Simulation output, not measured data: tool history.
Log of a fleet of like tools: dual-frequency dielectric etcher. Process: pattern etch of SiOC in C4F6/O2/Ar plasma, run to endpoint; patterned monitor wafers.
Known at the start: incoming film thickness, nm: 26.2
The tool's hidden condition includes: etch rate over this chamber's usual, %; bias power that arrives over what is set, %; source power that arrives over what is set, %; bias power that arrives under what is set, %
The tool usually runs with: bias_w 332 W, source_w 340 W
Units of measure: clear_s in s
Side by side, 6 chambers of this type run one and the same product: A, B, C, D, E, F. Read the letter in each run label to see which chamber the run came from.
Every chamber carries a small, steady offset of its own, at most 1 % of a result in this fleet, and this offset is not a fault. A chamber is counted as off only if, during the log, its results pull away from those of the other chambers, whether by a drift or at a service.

| run | hour | bias_w | source_w | hours since the last wet clean | hours since the last bias power generator calibration | hours since the last source power generator calibration | clear_s |
|---|---|---|---|---|---|---|---|
|  | 5.1 | chamber F: wet clean of the chamber |
| 1C | 10.7 | 332 | 340 | 276.4 | 314.3 | 387.5 | 10.947 |
| 2F | 18.1 | 332 | 340 | 13.1 | 3178.3 | 1180.2 | 10.916 |
| 3B | 25 | 332 | 340 | 377.2 | 1583 | 3948.1 | 10.881 |
| 4D | 35 | 332 | 340 | 354.8 | 3029.5 | 710.5 | 10.747 |
| 5A | 41.2 | 368 | 340 | 427.9 | 1562.3 | 1335.1 | 10.566 |
|  | 45.8 | chamber B: wet clean of the chamber |
| 6E | 49.1 | 368 | 340 | 61.2 | 1136.9 | 2468.4 | 10.383 |
| 7A | 54.9 | 368 | 340 | 441.6 | 1576 | 1348.8 | 10.518 |
| 8C | 66.6 | 368 | 340 | 332.3 | 370.2 | 443.4 | 10.683 |
|  | 66.9 | chamber C: wet clean of the chamber |
| 9E | 75 | 368 | 340 | 87.1 | 1162.8 | 2494.3 | 10.5 |
| 10D | 85.8 | 368 | 340 | 405.6 | 3080.3 | 761.3 | 10.383 |
|  | 89 | chamber D: wet clean of the chamber |
| 11B | 98.4 | 332 | 340 | 52.7 | 1656.4 | 4021.5 | 10.965 |
| 12F | 109.9 | 332 | 340 | 104.9 | 3270.1 | 1272 | 10.775 |
| 13F | 117.7 | 332 | 340 | 112.7 | 3277.9 | 1279.8 | 11.005 |
| 14A | 126.9 | 332 | 340 | 513.6 | 1648 | 1420.8 | 10.957 |
| 15B | 136.7 | 373 | 370 | 91 | 1694.7 | 4059.8 | 10.057 |
| 16C | 148.2 | 373 | 370 | 81.3 | 451.8 | 525 | 10.059 |
| 17D | 155.2 | 373 | 370 | 66.2 | 3149.7 | 830.7 | 10.141 |
| 18E | 161 | 373 | 370 | 173.1 | 1248.8 | 2580.3 | 9.9455 |
| 19E | 172.5 | 373 | 370 | 184.6 | 1260.3 | 2591.8 | 9.8746 |
| 20C | 183.6 | 373 | 370 | 116.7 | 487.2 | 560.4 | 10.133 |
|  | 192.8 | chamber A: wet clean of the chamber |
| 21B | 192.8 | 332 | 340 | 147.1 | 1750.8 | 4115.9 | 10.827 |
| 22D | 201.5 | 332 | 340 | 112.5 | 3196 | 877 | 11.085 |
| 23F | 208.9 | 332 | 340 | 203.9 | 3369.1 | 1371 | 10.72 |
| 24A | 215.4 | 332 | 340 | 22.7 | 1736.5 | 1509.3 | 10.418 |
| 25C | 221.9 | 332 | 340 | 155 | 525.5 | 598.7 | 10.869 |
| 26E | 227.7 | 332 | 340 | 239.8 | 1315.5 | 2647 | 10.86 |
| 27F | 238.8 | 390 | 340 | 233.8 | 3399 | 1400.9 | 10.213 |
| 28B | 248.2 | 390 | 340 | 202.5 | 1806.2 | 4171.3 | 10.277 |
| 29A | 255.6 | 390 | 340 | 62.9 | 1776.7 | 1549.5 | 9.8641 |
| 30D | 264.3 | 390 | 340 | 175.3 | 3258.8 | 939.8 | 10.312 |
| 31F | 269.8 | 390 | 340 | 264.8 | 3430 | 1431.9 | 10.15 |
| 32B | 279.7 | 390 | 340 | 234 | 1837.7 | 4202.8 | 10.236 |
| 33E | 291.1 | 332 | 340 | 303.2 | 1378.9 | 2710.4 | 10.822 |
| 34A | 301.4 | 332 | 340 | 108.7 | 1822.5 | 1595.3 | 10.482 |
| 35C | 312.3 | 332 | 340 | 245.4 | 615.9 | 689.1 | 10.982 |
| 36D | 318.5 | 332 | 340 | 229.5 | 3313 | 994 | 10.845 |
| 37A | 327.9 | 332 | 340 | 135.2 | 1849 | 1621.8 | 10.297 |
|  | 332.3 | chamber F: bias power generator calibrated |
| 38F | 334.8 | 332 | 340 | 329.8 | 2.5 | 1496.9 | 10.996 |
| 39E | 344.4 | 332 | 340 | 356.5 | 1432.2 | 2763.7 | 10.739 |

Is one chamber out of step, is the gauge drifting, or do the chambers differ by no more than their own small offsets? For an off chamber, give its letter and the likeliest cause.

A service on chamber A put it out of line with the rest.
Most likely cause: etch rate over this chamber's usual, % = 4.43.

Below are 4 candidate recipes for chamber A's next run, each the usual settings with a change, their results shown as question marks. Which of them brings A's results back in line with what the other chambers give on the usual settings?
A result is in line if it is within this distance of the other chambers' mean on the usual settings: clear_s 0.27 s
| 40A-1 | 353.6 | 332 | 420 |  |  |  | ? |
| 40A-2 | 353.6 | 313 | 320 |  |  |  | ? |
| 40A-3 | 353.6 | 351 | 360 |  |  |  | ? |
| 40A-4 | 353.6 | 253 | 340 |  |  |  | ? |

The mean the other chambers reach with the usual settings: clear_s 10.866 s
| run | clear_s |
|---|---|
| 40A-1 | 9.695 |
| 40A-2 | 10.962 |
| 40A-3 | 10.068 |
| 40A-4 | 11.545 |
Change 40A-2 lands the chamber within the allowed miss of the other chambers.

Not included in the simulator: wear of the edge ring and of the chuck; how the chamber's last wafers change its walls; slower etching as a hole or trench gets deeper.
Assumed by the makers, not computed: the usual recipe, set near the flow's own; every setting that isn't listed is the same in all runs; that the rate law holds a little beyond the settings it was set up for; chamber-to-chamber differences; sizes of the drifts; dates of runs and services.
